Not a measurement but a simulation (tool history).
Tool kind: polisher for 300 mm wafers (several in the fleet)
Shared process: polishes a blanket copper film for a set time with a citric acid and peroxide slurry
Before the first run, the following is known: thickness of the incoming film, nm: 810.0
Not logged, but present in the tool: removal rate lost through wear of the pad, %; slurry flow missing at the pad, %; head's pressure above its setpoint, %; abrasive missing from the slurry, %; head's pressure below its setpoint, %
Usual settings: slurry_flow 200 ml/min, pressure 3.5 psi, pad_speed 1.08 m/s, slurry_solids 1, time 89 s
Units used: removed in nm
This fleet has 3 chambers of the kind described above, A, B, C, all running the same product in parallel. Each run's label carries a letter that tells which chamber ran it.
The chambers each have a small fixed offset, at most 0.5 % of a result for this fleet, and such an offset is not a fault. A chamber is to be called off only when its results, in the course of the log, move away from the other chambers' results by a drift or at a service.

run	hour	slurry_flow	pressure	pad_speed	slurry_solids	time	wafers polished on this pad	hours since the slurry nozzle was cleaned	hours since the head pressure was calibrated	hours since the slurry blender was calibrated	removed
1C	2.4	200	3.5	1.08	1	89	646	279.6	887.5	389.2	299.42
# hour 5.1: chamber C: slurry blender recalibrated
2A	6.3	200	3.5	1.08	1	89	706	80.7	244.2	76	305.55
# hour 7.2: chamber A: worn pad replaced by a new one
3B	9.2	200	3.5	1.08	1	89	187	89.7	158.4	266.9	301.54
4A	12.7	200	3.5	1.08	1	89	47	87.1	250.6	82.4	299.96
5B	16.2	200	3.5	1.08	1	89	247	96.7	165.4	273.9	303.82
6C	19.3	200	3.5	1.08	1	89	791	296.5	904.4	14.3	299.69
7A	21.9	200	3.5	1.08	1	89	126	96.3	259.8	91.6	298.84
8B	25.8	200	3.5	1.08	1	114	329	106.3	175	283.5	385.41
# hour 26.8: chamber A: slurry blender recalibrated
9C	30.1	200	3.5	1.08	1	114	883	307.3	915.2	25.1	387.13
10B	32.9	200	3.5	1.08	1	114	390	113.4	182.1	290.6	391.59
11C	35.1	200	3.5	1.08	1	89	926	312.3	920.2	30.1	302.21
12A	37.1	200	3.5	1.08	1	89	256	111.5	275	10.4	300.72
13C	40.4	200	3.5	1.08	1	89	971	317.6	925.5	35.4	304.3
14B	44	200	3.5	1.08	1	89	484	124.5	193.2	301.7	304.84
15A	47.8	200	3.5	1.08	1	89	347	122.2	285.7	21.1	303.68
16B	50.7	200	3.5	1.08	1	89	542	131.2	199.9	308.4	298.54
17A	52.8	200	3.5	1.08	1	89	390	127.2	290.7	26.1	300.01
18C	55	200	3.5	1.08	1	89	1096	332.2	940.1	50	301.91
19C	59.4	200	3.5	1.08	1	89	1134	336.6	944.5	54.4	295.03
20A	62.7	200	3.5	1.08	1	89	475	137.1	300.6	36	302.44
21B	65.6	200	3.5	1.08	1	89	669	146.1	214.8	323.3	302.33
22C	70	200	3.5	1.08	1	89	1225	347.2	955.1	65	297.12
23B	73.6	200	3.5	1.08	1	89	738	154.1	222.8	331.3	303.21
# hour 77.1: chamber A: worn pad replaced by a new one
24A	77.6	200	3.5	1.08	1	89	5	152	315.5	50.9	303.76
25A	80.4	200	3.1	1.24	1	89	28	154.8	318.3	53.7	309.92
26C	84.3	200	3.1	1.24	1	89	1347	361.5	969.4	79.3	296.62
27B	88	200	3.1	1.24	1	89	861	168.5	237.2	345.7	305.42
28A	90.1	200	3.5	1.08	1	89	111	164.5	328	63.4	298.21
29C	92	200	3.5	1.08	1	89	1413	369.2	977.1	87	290.59
30B	93.9	200	3.5	1.08	1	89	911	174.4	243.1	351.6	303.55
31A	96.7	200	3.5	1.08	1	89	168	171.1	334.6	70	299.66
32B	99.4	200	3.5	1.08	1	89	958	179.9	248.6	357.1	307.46
33C	101.9	200	3.5	1.08	1	89	1497	379.1	987	96.9	289.5
34A	105.6	200	3.5	1.08	1	89	244	180	343.5	78.9	305.6
# hour 106.9: chamber C: worn pad replaced by a new one
# hour 108.5: chamber A: head pressure recalibrated
35C	108.5	200	3.5	1.08	1	89	13	385.7	993.6	103.5	277.65
36B	112.3	200	3.5	1.08	0.75	65	1069	192.8	261.5	370	204.99
37A	115.7	200	3.5	1.08	0.75	65	330	190.1	7.3	89	205.82
38B	118	200	3.5	1.08	0.75	65	1117	198.5	267.2	375.7	207.75
39C	121.1	200	3.5	1.08	1	89	121	398.3	1006.2	116.1	274.55
40C	125.2	200	3.5	1.08	1	89	156	402.4	1010.3	120.2	283.96

Decide between three cases: one chamber stands off from its peers, the gauge reading all wafers drifts, or nothing is wrong past each chamber's small offset. Where a chamber is off, say which and what most likely put it there.

Chamber C drifts away from the others.
What lies behind it: head's pressure below its setpoint, % = 8.15.
Not necessarily distinguishable in this log from: slurry flow missing at the pad, %; abrasive missing from the slurry, %.

Chamber C could run next with any of the 4 candidate recipes listed below; each alters the usual settings, and their results appear as question marks. Which one brings its results back in line with what the other chambers deliver on the usual settings?
In-line tolerance around the mean of the other chambers on the usual settings: removed 9.3 nm
41C-1	128.4	200	3.5	1.06	1	88					?
41C-2	128.4	200	3.5	1.12	1	93					?
41C-3	128.4	200	3.5	1.1	1	90					?
41C-4	128.4	200	3.5	1.04	1	85					?

Usual-settings mean across the other chambers: removed 302.69 nm
run	removed
41C-1	271.72
41C-2	303.12
41C-3	288.19
41C-4	257.59
41C-2 brings the chamber back in line.
